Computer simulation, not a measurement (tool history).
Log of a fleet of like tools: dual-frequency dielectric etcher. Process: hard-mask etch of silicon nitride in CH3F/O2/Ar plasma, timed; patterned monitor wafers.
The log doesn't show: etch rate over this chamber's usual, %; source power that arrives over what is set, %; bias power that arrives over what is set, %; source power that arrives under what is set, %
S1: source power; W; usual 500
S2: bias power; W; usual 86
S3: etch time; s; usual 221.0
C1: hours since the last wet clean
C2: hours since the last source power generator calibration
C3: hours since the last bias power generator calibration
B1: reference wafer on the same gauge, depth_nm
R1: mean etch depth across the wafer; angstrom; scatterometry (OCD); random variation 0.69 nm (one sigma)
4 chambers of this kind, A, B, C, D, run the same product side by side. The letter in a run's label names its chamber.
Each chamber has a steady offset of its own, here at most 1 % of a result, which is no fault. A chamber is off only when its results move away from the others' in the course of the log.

{"run": "1B", "day": 0.546, "S1": 500, "S2": 86, "S3": 221.0, "C1": 19.6, "C2": 3559.1, "C3": 1370.1, "B1": 182.04, "R1": 1802.5}
{"run": "2A", "day": 0.942, "S1": 500, "S2": 86, "S3": 221.0, "C1": 89.4, "C2": 2343.7, "C3": 2081.5, "B1": 182.15, "R1": 1797.4}
{"run": "3D", "day": 1.392, "S1": 500, "S2": 86, "S3": 221.0, "C1": 365.6, "C2": 263.6, "C3": 1683.7, "B1": 181.96, "R1": 1783.6}
{"run": "4C", "day": 1.812, "S1": 500, "S2": 86, "S3": 221.0, "C1": 328.7, "C2": 294.8, "C3": 2371.1, "B1": 181.97, "R1": 1801.9}
{"run": "5B", "day": 2.321, "S1": 500, "S2": 86, "S3": 221.0, "C1": 62.2, "C2": 3601.7, "C3": 1412.7, "B1": 181.91, "R1": 1806.8}
{"run": "6C", "day": 2.775, "S1": 500, "S2": 86, "S3": 221.0, "C1": 351.8, "C2": 317.9, "C3": 2394.2, "B1": 182.04, "R1": 1807.1}
{"run": "7A", "day": 3.221, "S1": 570, "S2": 86, "S3": 221.0, "C1": 144.1, "C2": 2398.4, "C3": 2136.2, "B1": 181.94, "R1": 1895.1}
{"run": "8D", "day": 3.525, "S1": 570, "S2": 86, "S3": 221.0, "C1": 416.8, "C2": 314.8, "C3": 1734.9, "B1": 181.97, "R1": 1870.7}
{"run": "9D", "day": 3.975, "S1": 570, "S2": 86, "S3": 221.0, "C1": 427.6, "C2": 325.6, "C3": 1745.7, "B1": 182.09, "R1": 1869.0}
{"run": "10A", "day": 4.533, "S1": 570, "S2": 86, "S3": 221.0, "C1": 175.6, "C2": 2429.9, "C3": 2167.7, "B1": 181.99, "R1": 1902.6}
{"run": "11C", "day": 5.092, "S1": 500, "S2": 86, "S3": 221.0, "C1": 407.4, "C2": 373.5, "C3": 2449.8, "B1": 182.03, "R1": 1806.5}
{"run": "12B", "day": 5.392, "S1": 500, "S2": 86, "S3": 221.0, "C1": 135.9, "C2": 3675.4, "C3": 1486.4, "B1": 182.02, "R1": 1796.3}
{"run": "13C", "day": 5.721, "S1": 500, "S2": 76, "S3": 221.0, "C1": 422.5, "C2": 388.6, "C3": 2464.9, "B1": 182.08, "R1": 1726.9}
{"run": "14D", "day": 5.975, "S1": 500, "S2": 76, "S3": 221.0, "C1": 475.6, "C2": 373.6, "C3": 1793.7, "B1": 182.07, "R1": 1707.6}
{"run": "15A", "day": 6.317, "S1": 500, "S2": 76, "S3": 221.0, "C1": 218.4, "C2": 2472.7, "C3": 2210.5, "B1": 181.94, "R1": 1728.9}
{"run": "16B", "day": 6.662, "S1": 500, "S2": 76, "S3": 221.0, "C1": 166.4, "C2": 3705.9, "C3": 1516.9, "B1": 181.98, "R1": 1714.5}
{"run": "17A", "day": 6.996, "S1": 500, "S2": 86, "S3": 221.0, "C1": 234.7, "C2": 2489.0, "C3": 2226.8, "B1": 181.98, "R1": 1794.3}
{"run": "18C", "day": 7.392, "S1": 500, "S2": 86, "S3": 221.0, "C1": 462.6, "C2": 428.7, "C3": 2505.0, "B1": 182.11, "R1": 1801.8}
{"run": "19D", "day": 7.862, "S1": 500, "S2": 86, "S3": 221.0, "C1": 520.9, "C2": 418.9, "C3": 1839.0, "B1": 182.11, "R1": 1790.3}
{"run": "20B", "day": 8.179, "S1": 500, "S2": 86, "S3": 221.0, "C1": 202.8, "C2": 3742.3, "C3": 1553.3, "B1": 182.08, "R1": 1796.7}
{"run": "21A", "day": 8.429, "S1": 500, "S2": 86, "S3": 221.0, "C1": 269.1, "C2": 2523.4, "C3": 2261.2, "B1": 182.11, "R1": 1794.0}
{"run": "22C", "day": 8.992, "S1": 500, "S2": 86, "S3": 221.0, "C1": 501.0, "C2": 467.1, "C3": 2543.4, "B1": 182.03, "R1": 1795.1}
{"day": 9.308, "done": "chamber C: wet clean of the chamber"}
{"run": "23D", "day": 9.529, "S1": 500, "S2": 86, "S3": 221.0, "C1": 560.9, "C2": 458.9, "C3": 1879.0, "B1": 182.06, "R1": 1791.9}
{"run": "24B", "day": 9.871, "S1": 500, "S2": 86, "S3": 221.0, "C1": 243.4, "C2": 3782.9, "C3": 1593.9, "B1": 181.96, "R1": 1794.0}
{"day": 10.062, "done": "chamber A: source power generator calibrated"}
{"run": "25B", "day": 10.271, "S1": 500, "S2": 65, "S3": 167.5, "C1": 253.0, "C2": 3792.5, "C3": 1603.5, "B1": 181.94, "R1": 1239.9}
{"day": 10.283, "done": "chamber D: wet clean of the chamber"}
{"run": "26D", "day": 10.812, "S1": 500, "S2": 65, "S3": 167.5, "C1": 12.8, "C2": 489.7, "C3": 1909.8, "B1": 182.06, "R1": 1293.1}
{"run": "27C", "day": 11.104, "S1": 500, "S2": 65, "S3": 167.5, "C1": 43.1, "C2": 517.8, "C3": 2594.1, "B1": 182.09, "R1": 1246.4}
{"run": "28A", "day": 11.55, "S1": 500, "S2": 65, "S3": 167.5, "C1": 344.0, "C2": 35.7, "C3": 2336.1, "B1": 182.03, "R1": 1238.9}
{"run": "29C", "day": 12.033, "S1": 500, "S2": 86, "S3": 221.0, "C1": 65.4, "C2": 540.1, "C3": 2616.4, "B1": 181.98, "R1": 1802.2}
{"run": "30A", "day": 12.346, "S1": 420, "S2": 79, "S3": 221.0, "C1": 363.1, "C2": 54.8, "C3": 2355.2, "B1": 181.85, "R1": 1637.7}
{"run": "31B", "day": 12.875, "S1": 420, "S2": 79, "S3": 221.0, "C1": 315.5, "C2": 3855.0, "C3": 1666.0, "B1": 182.25, "R1": 1628.9}
{"day": 13.254, "done": "chamber B: source power generator calibrated"}
{"run": "32D", "day": 13.329, "S1": 420, "S2": 79, "S3": 221.0, "C1": 73.2, "C2": 550.1, "C3": 1970.2, "B1": 182.0, "R1": 1692.3}
{"run": "33C", "day": 13.821, "S1": 420, "S2": 79, "S3": 221.0, "C1": 108.3, "C2": 583.0, "C3": 2659.3, "B1": 182.12, "R1": 1642.2}
{"run": "34D", "day": 14.338, "S1": 550, "S2": 86, "S3": 164.5, "C1": 97.4, "C2": 574.3, "C3": 1994.4, "B1": 181.91, "R1": 1447.4}
{"run": "35B", "day": 14.779, "S1": 550, "S2": 86, "S3": 164.5, "C1": 361.2, "C2": 36.7, "C3": 1711.7, "B1": 182.18, "R1": 1393.7}
{"run": "36A", "day": 15.096, "S1": 550, "S2": 86, "S3": 164.5, "C1": 429.1, "C2": 120.8, "C3": 2421.2, "B1": 182.05, "R1": 1400.7}
{"run": "37D", "day": 15.638, "S1": 550, "S2": 86, "S3": 164.5, "C1": 128.6, "C2": 605.5, "C3": 2025.6, "B1": 182.17, "R1": 1443.2}
{"run": "38B", "day": 15.896, "S1": 500, "S2": 86, "S3": 221.0, "C1": 388.0, "C2": 63.5, "C3": 1738.5, "B1": 181.9, "R1": 1807.8}
{"run": "39C", "day": 16.417, "S1": 500, "S2": 86, "S3": 221.0, "C1": 170.6, "C2": 645.3, "C3": 2721.6, "B1": 182.05, "R1": 1806.5}
{"run": "40A", "day": 16.675, "S1": 500, "S2": 86, "S3": 221.0, "C1": 467.0, "C2": 158.7, "C3": 2459.1, "B1": 181.84, "R1": 1801.3}

All 4 chambers run these settings next. Forecast each chamber's results:
{"run": "41A", "day": 17.083, "S1": 500, "S2": 104, "S3": 221.0, "R1": "?"}
{"run": "41B", "day": 17.083, "S1": 500, "S2": 104, "S3": 221.0, "R1": "?"}
{"run": "41C", "day": 17.083, "S1": 500, "S2": 104, "S3": 221.0, "R1": "?"}
{"run": "41D", "day": 17.083, "S1": 500, "S2": 104, "S3": 221.0, "R1": "?"}

run=41A R1=1928.7
run=41B R1=1923.4
run=41C R1=1935.3
run=41D R1=2007.0
